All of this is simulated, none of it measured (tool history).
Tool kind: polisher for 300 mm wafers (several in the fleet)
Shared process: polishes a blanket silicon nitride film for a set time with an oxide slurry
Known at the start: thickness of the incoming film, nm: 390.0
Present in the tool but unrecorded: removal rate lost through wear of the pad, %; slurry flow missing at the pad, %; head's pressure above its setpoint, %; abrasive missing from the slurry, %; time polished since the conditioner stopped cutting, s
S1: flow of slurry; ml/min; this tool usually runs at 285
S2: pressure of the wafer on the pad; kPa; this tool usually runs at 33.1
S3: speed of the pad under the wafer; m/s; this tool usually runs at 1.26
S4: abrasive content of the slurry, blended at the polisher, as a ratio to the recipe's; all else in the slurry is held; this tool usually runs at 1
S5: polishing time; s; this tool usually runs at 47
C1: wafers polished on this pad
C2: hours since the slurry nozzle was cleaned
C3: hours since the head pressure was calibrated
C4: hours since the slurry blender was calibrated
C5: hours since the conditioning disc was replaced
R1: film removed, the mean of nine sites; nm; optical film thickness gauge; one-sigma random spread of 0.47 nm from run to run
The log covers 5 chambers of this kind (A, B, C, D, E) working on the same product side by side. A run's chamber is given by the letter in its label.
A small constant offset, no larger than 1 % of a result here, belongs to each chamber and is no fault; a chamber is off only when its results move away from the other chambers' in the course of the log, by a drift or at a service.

| run | hour | S1 | S2 | S3 | S4 | S5 | C1 | C2 | C3 | C4 | C5 | R1 |
|---|---|---|---|---|---|---|---|---|---|---|---|---|
|  | 1.3 | chamber B: worn pad replaced by a new one |
|  | 2.6 | chamber D: worn pad replaced by a new one |
| 1C | 2.7 | 285 | 33.1 | 1.26 | 1 | 47 | 37 | 916.5 | 441.8 | 222 | 271.5 | 42.889 |
| 2B | 7 | 285 | 33.1 | 1.26 | 1 | 47 | 63 | 159.7 | 767.4 | 92 | 98.1 | 43.202 |
| 3D | 10.4 | 285 | 33.1 | 1.26 | 1 | 47 | 87 | 518.9 | 816.7 | 169.8 | 321.1 | 43.115 |
| 4A | 14.2 | 285 | 33.1 | 1.26 | 1 | 47 | 616 | 328.4 | 434 | 161.7 | 191.6 | 42.73 |
|  | 14.9 | chamber A: conditioning disc replaced and pad reconditioned |
| 5E | 17.3 | 285 | 33.1 | 1.26 | 1 | 47 | 214 | 650.4 | 814.9 | 399.8 | 49.5 | 42.375 |
| 6A | 21.7 | 285 | 33.1 | 1.26 | 1 | 47 | 700 | 335.9 | 441.5 | 169.2 | 6.9 | 43.094 |
|  | 24.7 | chamber A: worn pad replaced by a new one |
| 7D | 27.2 | 285 | 33.1 | 1.26 | 1 | 47 | 274 | 535.7 | 833.5 | 186.6 | 337.9 | 41.36 |
| 8B | 30.4 | 285 | 33.1 | 1.26 | 1 | 47 | 324 | 183.1 | 790.8 | 115.4 | 121.5 | 42.505 |
| 9E | 35.2 | 285 | 33.1 | 1.26 | 1 | 47 | 413 | 668.3 | 832.8 | 417.7 | 67.4 | 43.117 |
| 10C | 39.2 | 285 | 33.1 | 1.26 | 1 | 47 | 443 | 953 | 478.3 | 258.5 | 308 | 42.792 |
|  | 43.5 | chamber B: conditioning disc replaced and pad reconditioned |
| 11A | 44.8 | 285 | 33.1 | 1.26 | 1 | 47 | 224 | 359 | 464.6 | 192.3 | 30 | 42.37 |
| 12D | 50 | 285 | 33.1 | 1.26 | 1 | 47 | 528 | 558.5 | 856.3 | 209.4 | 360.7 | 42.338 |
| 13C | 53.4 | 285 | 33.1 | 1.26 | 1 | 47 | 602 | 967.2 | 492.5 | 272.7 | 322.2 | 42.48 |
|  | 58.5 | chamber D: slurry blender recalibrated |
| 14E | 58.6 | 285 | 33.1 | 1.26 | 1 | 47 | 674 | 691.7 | 856.2 | 441.1 | 90.8 | 42.799 |
| 15B | 63.7 | 285 | 33.1 | 1.26 | 1 | 47 | 695 | 216.4 | 824.1 | 148.7 | 20.3 | 43.207 |
|  | 64.1 | chamber B: worn pad replaced by a new one |
|  | 66.1 | chamber E: slurry blender recalibrated |
| 16B | 67.1 | 285 | 33.1 | 1.26 | 1 | 47 | 34 | 219.8 | 827.5 | 152.1 | 23.7 | 42.577 |
|  | 69.5 | chamber C: worn pad replaced by a new one |
|  | 70.6 | chamber D: slurry nozzle cleaned |
| 17E | 71.2 | 285 | 33.1 | 1.26 | 1 | 47 | 815 | 704.3 | 868.8 | 5.1 | 103.4 | 41.997 |
| 18D | 74.7 | 285 | 33.1 | 1.26 | 1 | 47 | 803 | 4.2 | 881 | 16.2 | 385.4 | 42.285 |
|  | 76 | chamber C: slurry nozzle cleaned |
|  | 76 | chamber E: slurry nozzle cleaned |
| 19A | 78.1 | 285 | 33.1 | 1.26 | 1 | 47 | 596 | 392.3 | 497.9 | 225.6 | 63.3 | 43.084 |
| 20C | 81.6 | 285 | 33.1 | 1.26 | 1 | 58 | 135 | 5.7 | 520.7 | 300.9 | 350.4 | 53.225 |
| 21E | 85.6 | 285 | 33.1 | 1.26 | 1 | 58 | 975 | 9.7 | 883.2 | 19.5 | 117.8 | 51.741 |
|  | 89.7 | chamber A: worn pad replaced by a new one |
| 22C | 90.1 | 285 | 33.1 | 1.26 | 1 | 58 | 230 | 14.2 | 529.2 | 309.4 | 358.9 | 52.509 |
|  | 90.5 | chamber B: slurry blender recalibrated |
| 23B | 92.8 | 285 | 33.1 | 1.26 | 1 | 58 | 320 | 245.5 | 853.2 | 2.3 | 49.4 | 52.754 |
| 24D | 96.6 | 285 | 33.1 | 1.26 | 1 | 58 | 1048 | 26.1 | 902.9 | 38.1 | 407.3 | 52.573 |
|  | 99 | chamber E: worn pad replaced by a new one |
| 25A | 100.4 | 285 | 33.1 | 1.26 | 1 | 47 | 120 | 414.6 | 520.2 | 247.9 | 85.6 | 42.2 |
| 26C | 104.4 | 285 | 33.1 | 1.26 | 1 | 47 | 389 | 28.5 | 543.5 | 323.7 | 373.2 | 43.016 |
|  | 108 | chamber C: conditioning disc replaced and pad reconditioned |
| 27B | 108 | 285 | 33.1 | 1.26 | 1 | 47 | 490 | 260.7 | 868.4 | 17.5 | 64.6 | 43.991 |
| 28E | 110.9 | 285 | 33.1 | 1.26 | 1 | 47 | 133 | 35 | 908.5 | 44.8 | 143.1 | 41.426 |
| 29A | 114.3 | 285 | 33.1 | 1.26 | 1 | 47 | 275 | 428.5 | 534.1 | 261.8 | 99.5 | 41.681 |
| 30D | 120 | 285 | 33.1 | 1.26 | 1 | 47 | 1308 | 49.5 | 926.3 | 61.5 | 430.7 | 41.609 |
| 31C | 123.2 | 285 | 33.1 | 1.26 | 1 | 47 | 599 | 47.3 | 562.3 | 342.5 | 15.3 | 41.807 |
| 32E | 126.2 | 285 | 37.9 | 1.26 | 1 | 47 | 303 | 50.3 | 923.8 | 60.1 | 158.4 | 47.369 |

Each of the 5 chambers runs these same settings next. Fill in every chamber's results:
| 33A | 130.4 | 285 | 33.1 | 1.26 | 1 | 47 |  |  |  |  |  | ? |
| 33B | 130.4 | 285 | 33.1 | 1.26 | 1 | 47 |  |  |  |  |  | ? |
| 33C | 130.4 | 285 | 33.1 | 1.26 | 1 | 47 |  |  |  |  |  | ? |
| 33D | 130.4 | 285 | 33.1 | 1.26 | 1 | 47 |  |  |  |  |  | ? |
| 33E | 130.4 | 285 | 33.1 | 1.26 | 1 | 47 |  |  |  |  |  | ? |

| run | R1 |
|---|---|
| 33A | 42.452 |
| 33B | 42.72 |
| 33C | 41.988 |
| 33D | 42.519 |
| 33E | 42.449 |

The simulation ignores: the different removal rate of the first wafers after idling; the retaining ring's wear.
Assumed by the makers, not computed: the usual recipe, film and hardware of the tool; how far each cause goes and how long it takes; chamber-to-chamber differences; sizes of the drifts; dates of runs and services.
